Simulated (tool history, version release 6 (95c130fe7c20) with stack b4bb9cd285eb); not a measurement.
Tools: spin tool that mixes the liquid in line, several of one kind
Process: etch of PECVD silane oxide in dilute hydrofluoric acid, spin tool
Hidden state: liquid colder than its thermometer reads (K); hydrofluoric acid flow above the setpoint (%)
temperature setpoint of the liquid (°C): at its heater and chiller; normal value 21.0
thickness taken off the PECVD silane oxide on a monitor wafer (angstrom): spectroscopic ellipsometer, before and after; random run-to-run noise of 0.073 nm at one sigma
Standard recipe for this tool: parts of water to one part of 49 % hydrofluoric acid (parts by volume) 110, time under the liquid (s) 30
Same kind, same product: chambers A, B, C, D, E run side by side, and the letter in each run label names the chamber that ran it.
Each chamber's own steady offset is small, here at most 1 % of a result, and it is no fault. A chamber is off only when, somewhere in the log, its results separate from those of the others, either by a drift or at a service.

run,day,temperature setpoint of the liquid (°C),parts of water to one part of 49 % hydrofluoric acid (parts by volume),time under the liquid (s),hours since the thermometer was replaced,hours since the hydrofluoric acid flow meter was replaced,"read-back film thickness of the PECVD silane oxide reference wafer, read on the same gauge (nm)",thickness taken off the PECVD silane oxide on a monitor wafer (angstrom)
1A,0.171,21.0,110,30,164.6,584.2,29.991,102.980
2E,0.296,21.0,110,30,200.4,729.2,29.976,103.000
3C,0.542,21.0,110,30,1132.8,1172.7,30.054,103.120
4D,0.758,21.0,110,30,1643.7,62.2,29.999,101.170
5B,1.012,21.0,110,30,417.8,614.6,30.004,102.050
6D,1.275,23.0,85,30,1656.1,74.6,29.991,147.040
7C,1.492,23.0,85,30,1155.6,1195.5,29.984,150.100
8E,1.658,23.0,85,30,233.1,761.9,29.961,150.410
9B,1.842,23.0,85,30,437.7,634.5,30.038,147.000
10A,2.104,23.0,85,30,211.0,630.6,29.961,148.910
11E,2.346,21.0,110,30,249.6,778.4,30.029,102.850
12B,2.592,21.0,110,30,455.7,652.5,29.981,102.260
13C,2.812,21.0,110,30,1187.3,1227.2,29.965,103.160
14A,3.062,23.0,150,30,234.0,653.6,30.044,78.563
15D,3.317,23.0,150,30,1705.1,123.6,30.003,77.506
16D,3.479,23.0,150,30,1709.0,127.5,30.028,76.953
17A,3.642,23.0,150,30,247.9,667.5,30.048,79.160
18C,3.775,23.0,150,30,1210.4,1250.3,29.982,77.803
19E,3.938,21.0,110,30,287.8,816.6,29.999,103.770
20B,4.058,21.0,110,30,490.9,687.7,29.986,102.210
21C,4.225,21.0,110,30,1221.2,1261.1,29.977,103.360
22A,4.462,21.0,110,30,267.6,687.2,30.020,102.420
23E,4.717,21.0,110,30,306.5,835.3,29.964,102.780
24B,4.833,21.0,110,30,509.5,706.3,30.010,103.030
25D,5.079,21.0,110,30,1747.4,165.9,29.980,103.260
26E,5.200,21.0,160,30,318.1,846.9,30.011,67.571
27D,5.375,21.0,160,30,1754.5,173.0,30.062,66.223
28C,5.638,21.0,160,30,1255.1,1295.0,30.034,66.947
29A,5.846,21.0,160,30,300.8,720.4,30.002,66.814
30B,6.062,21.0,160,30,539.0,735.8,29.986,66.632
31E,6.188,21.0,110,30,341.8,870.6,29.976,103.400
32C,6.392,21.0,110,30,1273.2,1313.1,29.985,103.070
# day 6.421: chamber C: thermometer replaced
33D,6.625,21.0,110,30,1784.5,203.0,29.973,101.570
34B,6.788,22.5,110,30,556.4,753.2,29.990,107.760
35A,6.954,22.5,110,30,327.4,747.0,29.965,109.530
36C,7.125,22.5,110,30,16.9,1330.7,30.017,109.940
37B,7.246,22.5,110,30,567.4,764.2,29.976,108.080

Each of the 5 chambers runs these same settings next. Fill in every chamber's results:
38A,7.438,21.0,110,30,,,,?
38B,7.438,21.0,110,30,,,,?
38C,7.438,21.0,110,30,,,,?
38D,7.438,21.0,110,30,,,,?
38E,7.438,21.0,110,30,,,,?

run,thickness taken off the PECVD silane oxide on a monitor wafer (angstrom)
38A,102.320
38B,103.840
38C,102.700
38D,100.640
38E,102.360

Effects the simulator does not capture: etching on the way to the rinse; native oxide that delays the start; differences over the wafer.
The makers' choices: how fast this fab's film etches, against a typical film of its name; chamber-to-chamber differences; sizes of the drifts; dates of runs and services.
